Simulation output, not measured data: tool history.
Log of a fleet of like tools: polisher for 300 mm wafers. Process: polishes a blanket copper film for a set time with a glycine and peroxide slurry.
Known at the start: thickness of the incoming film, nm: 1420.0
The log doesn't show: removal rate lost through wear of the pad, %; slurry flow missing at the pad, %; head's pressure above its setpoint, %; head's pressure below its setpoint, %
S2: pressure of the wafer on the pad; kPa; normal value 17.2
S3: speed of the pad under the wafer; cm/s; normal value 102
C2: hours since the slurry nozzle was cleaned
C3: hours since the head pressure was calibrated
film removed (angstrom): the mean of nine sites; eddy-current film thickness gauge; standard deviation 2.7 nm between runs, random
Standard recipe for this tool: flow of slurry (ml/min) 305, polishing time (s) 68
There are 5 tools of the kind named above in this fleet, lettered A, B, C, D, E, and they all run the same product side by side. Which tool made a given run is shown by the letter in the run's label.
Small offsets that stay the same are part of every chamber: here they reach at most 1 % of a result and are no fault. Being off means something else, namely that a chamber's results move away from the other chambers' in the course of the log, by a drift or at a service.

run 1C day=0.258 | flow_of_slurry_(ml/min)=305 S2=17.2 S3=102 polishing_time_(s)=68 | wafers_polished_on_this_pad=267 C2=569.7 C3=265.7 | film_removed_(angstrom)=3423.4
-- day=0.625 chamber A: worn pad replaced by a new one
run 2D day=0.625 | flow_of_slurry_(ml/min)=305 S2=17.2 S3=102 polishing_time_(s)=68 | wafers_polished_on_this_pad=137 C2=385.8 C3=852.6 | film_removed_(angstrom)=3490.2
run 3B day=0.883 | flow_of_slurry_(ml/min)=305 S2=17.2 S3=102 polishing_time_(s)=68 | wafers_polished_on_this_pad=557 C2=366.8 C3=1117.3 | film_removed_(angstrom)=3434.1
run 4E day=1.275 | flow_of_slurry_(ml/min)=305 S2=17.2 S3=102 polishing_time_(s)=68 | wafers_polished_on_this_pad=276 C2=128 C3=91.7 | film_removed_(angstrom)=3437.7
run 5A day=1.679 | flow_of_slurry_(ml/min)=305 S2=17.2 S3=102 polishing_time_(s)=68 | wafers_polished_on_this_pad=159 C2=111.5 C3=248.8 | film_removed_(angstrom)=3444
run 6C day=2.054 | flow_of_slurry_(ml/min)=405 S2=17.2 S3=102 polishing_time_(s)=50 | wafers_polished_on_this_pad=538 C2=612.8 C3=308.8 | film_removed_(angstrom)=2560.5
run 7A day=2.429 | flow_of_slurry_(ml/min)=405 S2=17.2 S3=102 polishing_time_(s)=50 | wafers_polished_on_this_pad=272 C2=129.5 C3=266.8 | film_removed_(angstrom)=2539.1
-- day=2.692 chamber C: slurry nozzle cleaned
run 8D day=2.729 | flow_of_slurry_(ml/min)=405 S2=17.2 S3=102 polishing_time_(s)=50 | wafers_polished_on_this_pad=454 C2=436.3 C3=903.1 | film_removed_(angstrom)=2605.7
-- day=2.85 chamber B: worn pad replaced by a new one
run 9E day=3.204 | flow_of_slurry_(ml/min)=405 S2=17.2 S3=102 polishing_time_(s)=50 | wafers_polished_on_this_pad=567 C2=174.3 C3=138 | film_removed_(angstrom)=2593.6
run 10B day=3.579 | flow_of_slurry_(ml/min)=405 S2=17.2 S3=102 polishing_time_(s)=50 | wafers_polished_on_this_pad=110 C2=431.5 C3=1182 | film_removed_(angstrom)=2590.1
-- day=3.696 chamber D: worn pad replaced by a new one
-- day=3.892 chamber C: worn pad replaced by a new one
run 11C day=4.062 | flow_of_slurry_(ml/min)=305 S2=17.2 S3=102 polishing_time_(s)=68 | wafers_polished_on_this_pad=26 C2=32.9 C3=357 | film_removed_(angstrom)=3465.2
run 12A day=4.6 | flow_of_slurry_(ml/min)=305 S2=17.2 S3=102 polishing_time_(s)=68 | wafers_polished_on_this_pad=600 C2=181.6 C3=318.9 | film_removed_(angstrom)=3409
run 13E day=5.146 | flow_of_slurry_(ml/min)=305 S2=17.2 S3=102 polishing_time_(s)=68 | wafers_polished_on_this_pad=859 C2=220.9 C3=184.6 | film_removed_(angstrom)=3411.7
run 14B day=5.612 | flow_of_slurry_(ml/min)=305 S2=17.2 S3=102 polishing_time_(s)=68 | wafers_polished_on_this_pad=416 C2=480.3 C3=1230.8 | film_removed_(angstrom)=3444.9
run 15D day=5.988 | flow_of_slurry_(ml/min)=305 S2=17.2 S3=102 polishing_time_(s)=68 | wafers_polished_on_this_pad=345 C2=514.5 C3=981.3 | film_removed_(angstrom)=3453.2
-- day=6.192 chamber E: worn pad replaced by a new one
run 16C day=6.292 | flow_of_slurry_(ml/min)=305 S2=17.2 S3=102 polishing_time_(s)=68 | wafers_polished_on_this_pad=362 C2=86.4 C3=410.5 | film_removed_(angstrom)=3488.2
run 17E day=6.558 | flow_of_slurry_(ml/min)=305 S2=17.2 S3=102 polishing_time_(s)=68 | wafers_polished_on_this_pad=55 C2=254.8 C3=218.5 | film_removed_(angstrom)=3460
run 18D day=6.825 | flow_of_slurry_(ml/min)=305 S2=17.2 S3=102 polishing_time_(s)=68 | wafers_polished_on_this_pad=472 C2=534.6 C3=1001.4 | film_removed_(angstrom)=3442.1
-- day=7.088 chamber A: worn pad replaced by a new one
run 19B day=7.167 | flow_of_slurry_(ml/min)=305 S2=17.2 S3=102 polishing_time_(s)=68 | wafers_polished_on_this_pad=651 C2=517.6 C3=1268.1 | film_removed_(angstrom)=3480.3
-- day=7.229 chamber D: worn pad replaced by a new one
-- day=7.371 chamber B: head pressure recalibrated
run 20A day=7.692 | flow_of_slurry_(ml/min)=305 S2=17.2 S3=102 polishing_time_(s)=68 | wafers_polished_on_this_pad=91 C2=255.8 C3=393.1 | film_removed_(angstrom)=3381.4
run 21A day=8.238 | flow_of_slurry_(ml/min)=305 S2=17.2 S3=102 polishing_time_(s)=68 | wafers_polished_on_this_pad=173 C2=268.9 C3=406.2 | film_removed_(angstrom)=3324.1
run 22D day=8.538 | flow_of_slurry_(ml/min)=305 S2=17.2 S3=102 polishing_time_(s)=68 | wafers_polished_on_this_pad=197 C2=575.7 C3=1042.5 | film_removed_(angstrom)=3445.8
-- day=8.725 chamber B: worn pad replaced by a new one
run 23B day=9.104 | flow_of_slurry_(ml/min)=305 S2=17.2 S3=102 polishing_time_(s)=68 | wafers_polished_on_this_pad=57 C2=564.1 C3=41.7 | film_removed_(angstrom)=3440.7
run 24E day=9.492 | flow_of_slurry_(ml/min)=305 S2=17.2 S3=102 polishing_time_(s)=68 | wafers_polished_on_this_pad=498 C2=325.2 C3=288.9 | film_removed_(angstrom)=3447.3
run 25C day=9.95 | flow_of_slurry_(ml/min)=305 S2=17.2 S3=102 polishing_time_(s)=68 | wafers_polished_on_this_pad=914 C2=174.2 C3=498.3 | film_removed_(angstrom)=3436
-- day=10.067 chamber C: worn pad replaced by a new one
run 26A day=10.371 | flow_of_slurry_(ml/min)=305 S2=17.2 S3=102 polishing_time_(s)=68 | wafers_polished_on_this_pad=495 C2=320.1 C3=457.4 | film_removed_(angstrom)=3339.9
-- day=10.788 chamber D: worn pad replaced by a new one
run 27C day=10.888 | flow_of_slurry_(ml/min)=305 S2=17.2 S3=102 polishing_time_(s)=68 | wafers_polished_on_this_pad=124 C2=196.7 C3=520.8 | film_removed_(angstrom)=3395.4
run 28E day=11.433 | flow_of_slurry_(ml/min)=305 S2=17.2 S3=102 polishing_time_(s)=68 | wafers_polished_on_this_pad=791 C2=371.8 C3=335.5 | film_removed_(angstrom)=3442.3
run 29B day=11.788 | flow_of_slurry_(ml/min)=305 S2=17.2 S3=102 polishing_time_(s)=68 | wafers_polished_on_this_pad=462 C2=628.5 C3=106.1 | film_removed_(angstrom)=3439
run 30D day=12.196 | flow_of_slurry_(ml/min)=305 S2=17.2 S3=102 polishing_time_(s)=68 | wafers_polished_on_this_pad=212 C2=663.5 C3=1130.3 | film_removed_(angstrom)=3485.4
run 31C day=12.542 | flow_of_slurry_(ml/min)=305 S2=17.2 S3=102 polishing_time_(s)=68 | wafers_polished_on_this_pad=373 C2=236.4 C3=560.5 | film_removed_(angstrom)=3402.7
run 32E day=13.071 | flow_of_slurry_(ml/min)=305 S2=17.2 S3=102 polishing_time_(s)=68 | wafers_polished_on_this_pad=1038 C2=411.1 C3=374.8 | film_removed_(angstrom)=3437.1
run 33D day=13.375 | flow_of_slurry_(ml/min)=305 S2=17.2 S3=102 polishing_time_(s)=68 | wafers_polished_on_this_pad=390 C2=691.8 C3=1158.6 | film_removed_(angstrom)=3409.8
run 34B day=13.946 | flow_of_slurry_(ml/min)=305 S2=17.2 S3=102 polishing_time_(s)=68 | wafers_polished_on_this_pad=787 C2=680.3 C3=157.9 | film_removed_(angstrom)=3457.4
run 35A day=14.242 | flow_of_slurry_(ml/min)=305 S2=17.2 S3=102 polishing_time_(s)=68 | wafers_polished_on_this_pad=1079 C2=413 C3=550.3 | film_removed_(angstrom)=3206.9
-- day=14.342 chamber A: worn pad replaced by a new one
run 36A day=14.546 | flow_of_slurry_(ml/min)=305 S2=22.8 S3=76 polishing_time_(s)=68 | wafers_polished_on_this_pad=31 C2=420.3 C3=557.6 | film_removed_(angstrom)=3218.2

Has any chamber moved away from the others, gradually or after a service, or does the common gauge drift, or do the chambers differ only by their own small steady offsets? State the chamber and the most likely cause if one applies.

One chamber, A, drifts off from the rest bit by bit.
Most likely cause: slurry flow missing at the pad, % = 39.8.
It could be hard to tell apart here from: head's pressure below its setpoint, %.

Chamber A could run next with any of the 4 candidate recipes listed below; each alters the usual settings, and their results appear as question marks. Which one brings its results back in line with what the other chambers deliver on the usual settings?
In line means no further than this from the other chambers' mean on the usual settings: film removed (angstrom) 93
run 37A-1 day=14.954 | flow_of_slurry_(ml/min)=305 S2=17.2 S3=102 polishing_time_(s)=67 | film_removed_(angstrom)=?
run 37A-2 day=14.954 | flow_of_slurry_(ml/min)=305 S2=17.9 S3=106 polishing_time_(s)=68 | film_removed_(angstrom)=?
run 37A-3 day=14.954 | flow_of_slurry_(ml/min)=305 S2=17.2 S3=102 polishing_time_(s)=69 | film_removed_(angstrom)=?
run 37A-4 day=14.954 | flow_of_slurry_(ml/min)=305 S2=17.2 S3=94 polishing_time_(s)=68 | film_removed_(angstrom)=?

What the other chambers average on the usual settings: film removed (angstrom) 3435.9
run=37A-1 film_removed_(angstrom)=3176
run=37A-2 film_removed_(angstrom)=3437.3
run=37A-3 film_removed_(angstrom)=3270.9
run=37A-4 film_removed_(angstrom)=3015.2
With 37A-2, the chamber falls back in line with the rest.

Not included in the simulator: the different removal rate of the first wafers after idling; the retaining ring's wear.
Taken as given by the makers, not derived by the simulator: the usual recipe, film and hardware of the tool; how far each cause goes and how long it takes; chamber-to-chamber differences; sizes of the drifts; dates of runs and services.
